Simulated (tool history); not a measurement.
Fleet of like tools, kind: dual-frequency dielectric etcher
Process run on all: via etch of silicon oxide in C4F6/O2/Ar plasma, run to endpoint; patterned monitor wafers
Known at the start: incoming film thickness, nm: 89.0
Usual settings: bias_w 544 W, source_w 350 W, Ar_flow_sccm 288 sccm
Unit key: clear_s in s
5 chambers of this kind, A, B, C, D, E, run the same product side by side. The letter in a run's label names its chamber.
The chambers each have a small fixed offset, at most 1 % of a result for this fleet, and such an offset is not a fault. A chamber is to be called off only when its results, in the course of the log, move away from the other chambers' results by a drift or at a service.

Run 1C, hour 5.3: usual settings. Result: clear_s 19.82 s.
At hour 8.6: chamber B: bias power generator calibrated.
Run 2B, hour 11.7: usual settings. Result: clear_s 19.947 s.
Run 3A, hour 16.1: usual settings. Result: clear_s 19.987 s.
Run 4E, hour 19.8: usual settings. Result: clear_s 19.994 s.
Run 5D, hour 26.1: usual settings. Result: clear_s 19.785 s.
Run 6C, hour 30.9: usual settings. Result: clear_s 19.786 s.
At hour 33.3: chamber B: Ar flow controller replaced.
Run 7B, hour 35: usual settings. Result: clear_s 19.78 s.
Run 8E, hour 42.2: usual settings. Result: clear_s 19.956 s.
Run 9A, hour 49.4: usual settings. Result: clear_s 19.812 s.
Run 10D, hour 56.4: usual settings. Result: clear_s 19.773 s.
Run 11E, hour 60.4: usual settings. Result: clear_s 19.999 s.
Run 12A, hour 68.6: usual settings but Ar_flow_sccm 341 sccm. Result: clear_s 20.172 s.
Run 13C, hour 76: usual settings but Ar_flow_sccm 341 sccm. Result: clear_s 20.392 s.
Run 14B, hour 80.7: usual settings but Ar_flow_sccm 341 sccm. Result: clear_s 20.47 s.
Run 15D, hour 88.7: usual settings but Ar_flow_sccm 341 sccm. Result: clear_s 20.146 s.
Run 16A, hour 92.9: usual settings but Ar_flow_sccm 341 sccm. Result: clear_s 20.322 s.
Run 17C, hour 96.7: usual settings. Result: clear_s 19.845 s.
Run 18B, hour 101.3: usual settings. Result: clear_s 19.981 s.
Run 19E, hour 109.4: usual settings. Result: clear_s 19.934 s.
Run 20D, hour 114: usual settings. Result: clear_s 19.734 s.
Run 21D, hour 120.8: usual settings. Result: clear_s 19.775 s.
Run 22E, hour 127.5: usual settings. Result: clear_s 20.044 s.
Run 23C, hour 132.4: usual settings. Result: clear_s 19.719 s.
Run 24A, hour 137.4: usual settings but bias_w 416 W, Ar_flow_sccm 224 sccm. Result: clear_s 21.376 s.
Run 25B, hour 142.9: usual settings but bias_w 416 W, Ar_flow_sccm 224 sccm. Result: clear_s 21.559 s.
Run 26A, hour 149.6: usual settings but bias_w 416 W, Ar_flow_sccm 224 sccm. Result: clear_s 21.394 s.
Run 27B, hour 156.3: usual settings but bias_w 416 W, Ar_flow_sccm 224 sccm. Result: clear_s 21.651 s.
Run 28C, hour 162.3: usual settings but bias_w 416 W, Ar_flow_sccm 224 sccm. Result: clear_s 21.345 s.
Run 29D, hour 166.8: usual settings. Result: clear_s 19.759 s.
Run 30E, hour 171.6: usual settings. Result: clear_s 20.062 s.
Run 31D, hour 175.4: usual settings. Result: clear_s 19.87 s.
Run 32A, hour 182.3: usual settings. Result: clear_s 19.767 s.
Run 33C, hour 186.9: usual settings. Result: clear_s 19.72 s.
Run 34B, hour 194.3: usual settings. Result: clear_s 20.109 s.
Run 35E, hour 202.5: usual settings. Result: clear_s 20.021 s.
At hour 203: chamber A: wet clean of the chamber.
Run 36A, hour 210: usual settings but bias_w 675 W, Ar_flow_sccm 339 sccm. Result: clear_s 18.591 s.
Run 37E, hour 217.1: usual settings but bias_w 675 W, Ar_flow_sccm 339 sccm. Result: clear_s 18.718 s.
Run 38D, hour 225: usual settings but bias_w 675 W, Ar_flow_sccm 339 sccm. Result: clear_s 18.463 s.
Run 39C, hour 230.9: usual settings but bias_w 675 W, Ar_flow_sccm 339 sccm. Result: clear_s 18.743 s.
Run 40B, hour 237.6: usual settings but bias_w 675 W, Ar_flow_sccm 339 sccm. Result: clear_s 18.783 s.
Run 41E, hour 242.6: usual settings. Result: clear_s 20.022 s.

The same settings go to every chamber for the next run, one line per chamber below. Forecast the results for each:
Run 42A, hour 248.5: usual settings. Result: clear_s ?.
Run 42B, hour 248.5: usual settings. Result: clear_s ?.
Run 42C, hour 248.5: usual settings. Result: clear_s ?.
Run 42D, hour 248.5: usual settings. Result: clear_s ?.
Run 42E, hour 248.5: usual settings. Result: clear_s ?.

run  clear_s
42A   19.803
42B   20.228
42C   19.785
42D   19.807
42E   19.869

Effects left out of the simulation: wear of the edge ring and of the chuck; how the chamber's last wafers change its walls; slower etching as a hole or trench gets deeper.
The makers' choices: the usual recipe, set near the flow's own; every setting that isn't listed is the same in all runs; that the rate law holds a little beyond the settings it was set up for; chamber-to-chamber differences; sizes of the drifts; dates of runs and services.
